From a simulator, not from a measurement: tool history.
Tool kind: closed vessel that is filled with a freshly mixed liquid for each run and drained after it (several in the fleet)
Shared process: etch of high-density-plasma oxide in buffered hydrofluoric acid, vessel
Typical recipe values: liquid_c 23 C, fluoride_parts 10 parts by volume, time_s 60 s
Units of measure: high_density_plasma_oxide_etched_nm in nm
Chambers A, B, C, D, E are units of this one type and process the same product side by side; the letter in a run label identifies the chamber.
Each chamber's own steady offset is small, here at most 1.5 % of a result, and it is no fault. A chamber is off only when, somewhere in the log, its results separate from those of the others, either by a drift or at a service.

run     day  liquid_c  fluoride_parts  time_s  hours since the thermometer was replaced  hours since the hydrofluoric acid flow meter was replaced  read-back film thickness of the high-density-plasma oxide reference wafer, read on the same gauge (nm)  high_density_plasma_oxide_etched_nm
 1C     0.5        23              10      60                                      29.8                                                     1089.7                                                                                                  139.99                               97.272
 2B   0.775        23              10      60                                    1004.9                                                      236.5                                                                                                  140.01                               96.541
 3D   1.362        23              10      60                                     320.2                                                      540.5                                                                                                  139.98                               98.845
      1.554  -- chamber A: thermometer replaced
 4A   1.658        23              10      60                                       2.5                                                        472                                                                                                  139.99                               97.435
 5E   1.983        23              10      60                                     344.7                                                      422.6                                                                                                  140.01                               96.608
          2  -- chamber A: hydrofluoric acid flow meter replaced
 6C   2.379        23              10      60                                      74.9                                                     1134.8                                                                                                  140.01                               96.349
 7A    2.95        23              10      60                                      33.5                                                       22.9                                                                                                     140                                96.25
 8E   3.542        23              10      60                                     382.1                                                        460                                                                                                     140                               95.728
 9B   3.975        23              10      60                                    1081.7                                                      313.3                                                                                                  140.01                               97.326
10D   4.488        23              10      60                                     395.2                                                      615.5                                                                                                  140.01                               98.569
11B   4.954        26              10      60                                    1105.2                                                      336.8                                                                                                  139.99                               112.01
12D   5.312        26              10      60                                       415                                                      635.3                                                                                                  140.02                               115.15
13A     5.6        26              10      60                                      97.1                                                       86.5                                                                                                  140.03                               114.23
14E     6.2        26              10      60                                     445.9                                                      523.8                                                                                                  139.97                               114.27
15C    6.55        26              10      60                                       175                                                     1234.9                                                                                                  140.02                               112.44
16D   6.929        23              10      60                                     453.8                                                      674.1                                                                                                     140                                99.51
17C   7.225        23              10      60                                     191.2                                                     1251.1                                                                                                     140                               95.652
18B   7.704        23              10      60                                    1171.2                                                      402.8                                                                                                     140                               95.761
19E   8.154      20.5              10      40                                     492.8                                                      570.7                                                                                                  140.01                               56.476
20A   8.738      20.5              10      40                                     172.4                                                      161.8                                                                                                  140.04                                56.61
      9.021  -- chamber E: hydrofluoric acid flow meter replaced
21D     9.2      20.5              10      40                                     508.3                                                      728.6                                                                                                     140                               57.175
22C   9.783      20.5              10      40                                     252.6                                                     1312.5                                                                                                     140                               56.087
23A  10.317      20.5              10      40                                     210.3                                                      199.7                                                                                                  140.03                                55.66
24B    10.9        23              10      60                                    1247.9                                                      479.5                                                                                                  139.99                               98.186
25E  11.192        23              10      60                                     565.7                                                       52.2                                                                                                  139.98                               96.119
26D  11.654        23              10      60                                     567.2                                                      787.5                                                                                                  139.99                               99.225
27B  11.992        23              10      60                                    1274.1                                                      505.7                                                                                                  140.01                               98.178
28A  12.462        23              10      60                                     261.8                                                      251.2                                                                                                  140.02                               96.517
29C  12.867        23              10      60                                     326.6                                                     1386.5                                                                                                     140                               95.896
30E  13.379      25.5             8.5      60                                     618.2                                                      104.7                                                                                                  140.02                               126.82
31A  13.738      25.5             8.5      60                                     292.4                                                      281.8                                                                                                     140                               128.53
     13.979  -- chamber D: hydrofluoric acid flow meter replaced
32D  14.279      25.5             8.5      60                                     630.2                                                        7.3                                                                                                     140                               126.04
33E  14.804      25.5             8.5      60                                     652.4                                                      138.9                                                                                                  140.02                               126.23
34B  15.096      25.5             8.5      60                                    1348.6                                                      580.2                                                                                                  139.99                                  135
35C   15.45        23              10      60                                     388.6                                                     1448.5                                                                                                  140.02                               96.667
36D  15.938        23              10      60                                       670                                                       47.1                                                                                                  139.99                               99.233
37A  16.367        23              10      60                                     355.5                                                      344.9                                                                                                  139.99                               96.836
38E  16.883        23              10      60                                     702.3                                                      188.8                                                                                                  139.98                               96.461
39B  17.271        23              10      60                                    1400.8                                                      632.4                                                                                                  139.99                               103.32
40C  17.667        21              10      80                                     441.8                                                     1501.7                                                                                                  140.02                                116.4
41A   17.95        21              10      80                                     393.5                                                      382.9                                                                                                  140.02                               115.68
42C  18.425        21              10      80                                       460                                                     1519.9                                                                                                  140.01                               114.99
43E  18.962        21              10      80                                     752.2                                                      238.7                                                                                                  139.99                               115.09
44B  19.533        21              10      80                                    1455.1                                                      686.7                                                                                                  140.02                               129.51

Is one chamber out of step, is the gauge drifting, or do the chambers differ by no more than their own small offsets? For an off chamber, give its letter and the likeliest cause.

One chamber, B, drifts off from the rest bit by bit.
Cause: liquid hotter than its thermometer reads (K) = 2.15.

Which of the 4 candidates below, each the usual settings with something changed and its results left as question marks, puts chamber B back in line with what the other chambers give on the usual settings?
Allowed miss from the other chambers' usual-settings mean, per result, to count as in line: high_density_plasma_oxide_etched_nm 2.8 nm
45B-1  19.975      22.5              10      55                                                                                                                                                                                                                                                 ?
45B-2  19.975        22              10      60                                                                                                                                                                                                                                                 ?
45B-3  19.975      23.5             9.5      60                                                                                                                                                                                                                                                 ?
45B-4  19.975      23.5              10      65                                                                                                                                                                                                                                                 ?

Other chambers, usual settings, mean: high_density_plasma_oxide_etched_nm 97.079 nm
  run  high_density_plasma_oxide_etched_nm
45B-1                               96.776
45B-2                                102.8
45B-3                               115.01
45B-4                               120.66
45B-1 brings the chamber back in line.

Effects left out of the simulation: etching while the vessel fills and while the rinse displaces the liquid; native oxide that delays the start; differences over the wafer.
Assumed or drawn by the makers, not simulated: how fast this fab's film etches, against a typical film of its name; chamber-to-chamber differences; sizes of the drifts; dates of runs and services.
